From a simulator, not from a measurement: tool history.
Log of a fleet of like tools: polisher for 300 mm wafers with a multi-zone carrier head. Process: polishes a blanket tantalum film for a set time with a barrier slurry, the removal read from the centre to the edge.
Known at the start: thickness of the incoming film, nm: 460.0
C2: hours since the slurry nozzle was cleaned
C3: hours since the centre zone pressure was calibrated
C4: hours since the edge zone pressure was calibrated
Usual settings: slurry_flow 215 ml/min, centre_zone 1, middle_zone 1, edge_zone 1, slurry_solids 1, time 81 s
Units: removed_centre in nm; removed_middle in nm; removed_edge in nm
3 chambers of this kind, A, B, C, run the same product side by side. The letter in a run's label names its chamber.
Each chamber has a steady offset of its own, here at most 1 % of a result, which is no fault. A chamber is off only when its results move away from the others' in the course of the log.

{"run": "1C", "hour": 11.1, "slurry_flow": 215, "centre_zone": 1, "middle_zone": 1, "edge_zone": 1, "slurry_solids": 1, "time": 81, "wafers polished on this pad": 573, "C2": 239.1, "C3": 278.2, "C4": 174, "removed_centre": 96.346, "removed_middle": 92.941, "removed_edge": 93.015}
{"hour": 12.5, "done": "chamber C: worn pad replaced by a new one"}
{"run": "2B", "hour": 19.7, "slurry_flow": 215, "centre_zone": 1, "middle_zone": 1, "edge_zone": 1, "slurry_solids": 1, "time": 81, "wafers polished on this pad": 793, "C2": 713.5, "C3": 1234.2, "C4": 747.2, "removed_centre": 94.938, "removed_middle": 92.79, "removed_edge": 95.632}
{"run": "3A", "hour": 30.4, "slurry_flow": 215, "centre_zone": 1, "middle_zone": 1, "edge_zone": 1, "slurry_solids": 1, "time": 81, "wafers polished on this pad": 659, "C2": 315.4, "C3": 594.7, "C4": 100.2, "removed_centre": 95.013, "removed_middle": 94.925, "removed_edge": 95.339}
{"run": "4A", "hour": 39.0, "slurry_flow": 215, "centre_zone": 1, "middle_zone": 1, "edge_zone": 1, "slurry_solids": 1, "time": 81, "wafers polished on this pad": 718, "C2": 324, "C3": 603.3, "C4": 108.8, "removed_centre": 94.096, "removed_middle": 95.535, "removed_edge": 94.129}
{"run": "5C", "hour": 49.1, "slurry_flow": 215, "centre_zone": 1, "middle_zone": 1, "edge_zone": 1, "slurry_solids": 1, "time": 81, "wafers polished on this pad": 251, "C2": 277.1, "C3": 316.2, "C4": 212, "removed_centre": 94.757, "removed_middle": 95.16, "removed_edge": 94.826}
{"hour": 57.3, "done": "chamber B: worn pad replaced by a new one"}
{"run": "6B", "hour": 63.2, "slurry_flow": 215, "centre_zone": 1, "middle_zone": 1, "edge_zone": 1, "slurry_solids": 1, "time": 81, "wafers polished on this pad": 40, "C2": 757, "C3": 1277.7, "C4": 790.7, "removed_centre": 93.357, "removed_middle": 96.569, "removed_edge": 95.373}
{"run": "7B", "hour": 71.0, "slurry_flow": 215, "centre_zone": 1, "middle_zone": 1, "edge_zone": 1, "slurry_solids": 1, "time": 81, "wafers polished on this pad": 94, "C2": 764.8, "C3": 1285.5, "C4": 798.5, "removed_centre": 94.133, "removed_middle": 96.082, "removed_edge": 94.592}
{"hour": 78.2, "done": "chamber B: slurry nozzle cleaned"}
{"run": "8C", "hour": 79.1, "slurry_flow": 215, "centre_zone": 1, "middle_zone": 1, "edge_zone": 1, "slurry_solids": 1, "time": 81, "wafers polished on this pad": 456, "C2": 307.1, "C3": 346.2, "C4": 242, "removed_centre": 94.526, "removed_middle": 95.757, "removed_edge": 95.6}
{"run": "9A", "hour": 93.2, "slurry_flow": 215, "centre_zone": 1, "middle_zone": 1, "edge_zone": 1.05, "slurry_solids": 1, "time": 63, "wafers polished on this pad": 1089, "C2": 378.2, "C3": 657.5, "C4": 163, "removed_centre": 73.914, "removed_middle": 74.574, "removed_edge": 75.262}
{"run": "10A", "hour": 100.7, "slurry_flow": 215, "centre_zone": 1, "middle_zone": 1, "edge_zone": 1.05, "slurry_solids": 1, "time": 63, "wafers polished on this pad": 1141, "C2": 385.7, "C3": 665, "C4": 170.5, "removed_centre": 75.433, "removed_middle": 74.382, "removed_edge": 76.207}
{"run": "11C", "hour": 111.3, "slurry_flow": 215, "centre_zone": 1, "middle_zone": 1, "edge_zone": 1.05, "slurry_solids": 1, "time": 63, "wafers polished on this pad": 677, "C2": 339.3, "C3": 378.4, "C4": 274.2, "removed_centre": 73.936, "removed_middle": 73.749, "removed_edge": 74.639}
{"hour": 116.6, "done": "chamber A: worn pad replaced by a new one"}
{"hour": 120.0, "done": "chamber C: worn pad replaced by a new one"}
{"run": "12B", "hour": 122.3, "slurry_flow": 215, "centre_zone": 1, "middle_zone": 1, "edge_zone": 1, "slurry_solids": 1, "time": 81, "wafers polished on this pad": 445, "C2": 44.2, "C3": 1336.8, "C4": 849.8, "removed_centre": 92.388, "removed_middle": 95.402, "removed_edge": 94.762}
{"run": "13B", "hour": 137.3, "slurry_flow": 215, "centre_zone": 1, "middle_zone": 1, "edge_zone": 1, "slurry_solids": 1, "time": 81, "wafers polished on this pad": 548, "C2": 59.2, "C3": 1351.8, "C4": 864.8, "removed_centre": 95.719, "removed_middle": 96.142, "removed_edge": 95.514}
{"hour": 148.7, "done": "chamber B: centre zone pressure recalibrated"}
{"run": "14A", "hour": 151.6, "slurry_flow": 215, "centre_zone": 1, "middle_zone": 1, "edge_zone": 1, "slurry_solids": 1, "time": 81, "wafers polished on this pad": 240, "C2": 436.6, "C3": 715.9, "C4": 221.4, "removed_centre": 94.29, "removed_middle": 94.901, "removed_edge": 95.091}
{"run": "15C", "hour": 161.2, "slurry_flow": 215, "centre_zone": 1, "middle_zone": 1, "edge_zone": 1, "slurry_solids": 1, "time": 81, "wafers polished on this pad": 282, "C2": 389.2, "C3": 428.3, "C4": 324.1, "removed_centre": 94.091, "removed_middle": 94.441, "removed_edge": 93.786}
{"run": "16C", "hour": 169.0, "slurry_flow": 215, "centre_zone": 1, "middle_zone": 1, "edge_zone": 1, "slurry_solids": 1, "time": 81, "wafers polished on this pad": 336, "C2": 397, "C3": 436.1, "C4": 331.9, "removed_centre": 95.206, "removed_middle": 94.466, "removed_edge": 94.376}
{"run": "17A", "hour": 181.6, "slurry_flow": 215, "centre_zone": 1.11, "middle_zone": 1, "edge_zone": 1, "slurry_solids": 1, "time": 57, "wafers polished on this pad": 445, "C2": 466.6, "C3": 745.9, "C4": 251.4, "removed_centre": 75.531, "removed_middle": 66.971, "removed_edge": 66.347}
{"run": "18B", "hour": 194.3, "slurry_flow": 215, "centre_zone": 1.11, "middle_zone": 1, "edge_zone": 1, "slurry_solids": 1, "time": 57, "wafers polished on this pad": 939, "C2": 116.2, "C3": 45.6, "C4": 921.8, "removed_centre": 82.985, "removed_middle": 65.267, "removed_edge": 66.836}
{"hour": 200.9, "done": "chamber B: worn pad replaced by a new one"}
{"run": "19B", "hour": 206.4, "slurry_flow": 215, "centre_zone": 1.11, "middle_zone": 1, "edge_zone": 1, "slurry_solids": 1, "time": 57, "wafers polished on this pad": 38, "C2": 128.3, "C3": 57.7, "C4": 933.9, "removed_centre": 83.143, "removed_middle": 67.667, "removed_edge": 67.351}
{"run": "20A", "hour": 215.2, "slurry_flow": 215, "centre_zone": 1, "middle_zone": 1, "edge_zone": 1, "slurry_solids": 1, "time": 81, "wafers polished on this pad": 675, "C2": 500.2, "C3": 779.5, "C4": 285, "removed_centre": 96.568, "removed_middle": 94.229, "removed_edge": 94.193}
{"run": "21C", "hour": 229.5, "slurry_flow": 215, "centre_zone": 1, "middle_zone": 1, "edge_zone": 1, "slurry_solids": 1, "time": 81, "wafers polished on this pad": 750, "C2": 457.5, "C3": 496.6, "C4": 392.4, "removed_centre": 93.981, "removed_middle": 95.381, "removed_edge": 94.264}
{"hour": 231.8, "done": "chamber C: worn pad replaced by a new one"}
{"run": "22B", "hour": 240.9, "slurry_flow": 215, "centre_zone": 1, "middle_zone": 1, "edge_zone": 1, "slurry_solids": 1, "time": 81, "wafers polished on this pad": 274, "C2": 162.8, "C3": 92.2, "C4": 968.4, "removed_centre": 105.14, "removed_middle": 93.872, "removed_edge": 95.434}
{"run": "23A", "hour": 249.5, "slurry_flow": 215, "centre_zone": 1, "middle_zone": 1, "edge_zone": 1, "slurry_solids": 1, "time": 81, "wafers polished on this pad": 910, "C2": 534.5, "C3": 813.8, "C4": 319.3, "removed_centre": 95.722, "removed_middle": 96.005, "removed_edge": 95.401}
{"run": "24C", "hour": 260.9, "slurry_flow": 215, "centre_zone": 1, "middle_zone": 1, "edge_zone": 1, "slurry_solids": 1, "time": 81, "wafers polished on this pad": 199, "C2": 488.9, "C3": 528, "C4": 423.8, "removed_centre": 93.138, "removed_middle": 93.003, "removed_edge": 94.186}

All 3 chambers run these settings next. Forecast each chamber's results:
{"run": "25A", "hour": 272.2, "slurry_flow": 215, "centre_zone": 1, "middle_zone": 1, "edge_zone": 1, "slurry_solids": 1, "time": 81, "removed_centre": "?", "removed_middle": "?", "removed_edge": "?"}
{"run": "25B", "hour": 272.2, "slurry_flow": 215, "centre_zone": 1, "middle_zone": 1, "edge_zone": 1, "slurry_solids": 1, "time": 81, "removed_centre": "?", "removed_middle": "?", "removed_edge": "?"}
{"run": "25C", "hour": 272.2, "slurry_flow": 215, "centre_zone": 1, "middle_zone": 1, "edge_zone": 1, "slurry_solids": 1, "time": 81, "removed_centre": "?", "removed_middle": "?", "removed_edge": "?"}

run=25A removed_centre=95.874 removed_middle=95.97 removed_edge=94.859
run=25B removed_centre=105.03 removed_middle=95.59 removed_edge=94.802
run=25C removed_centre=94.639 removed_middle=94.401 removed_edge=93.879
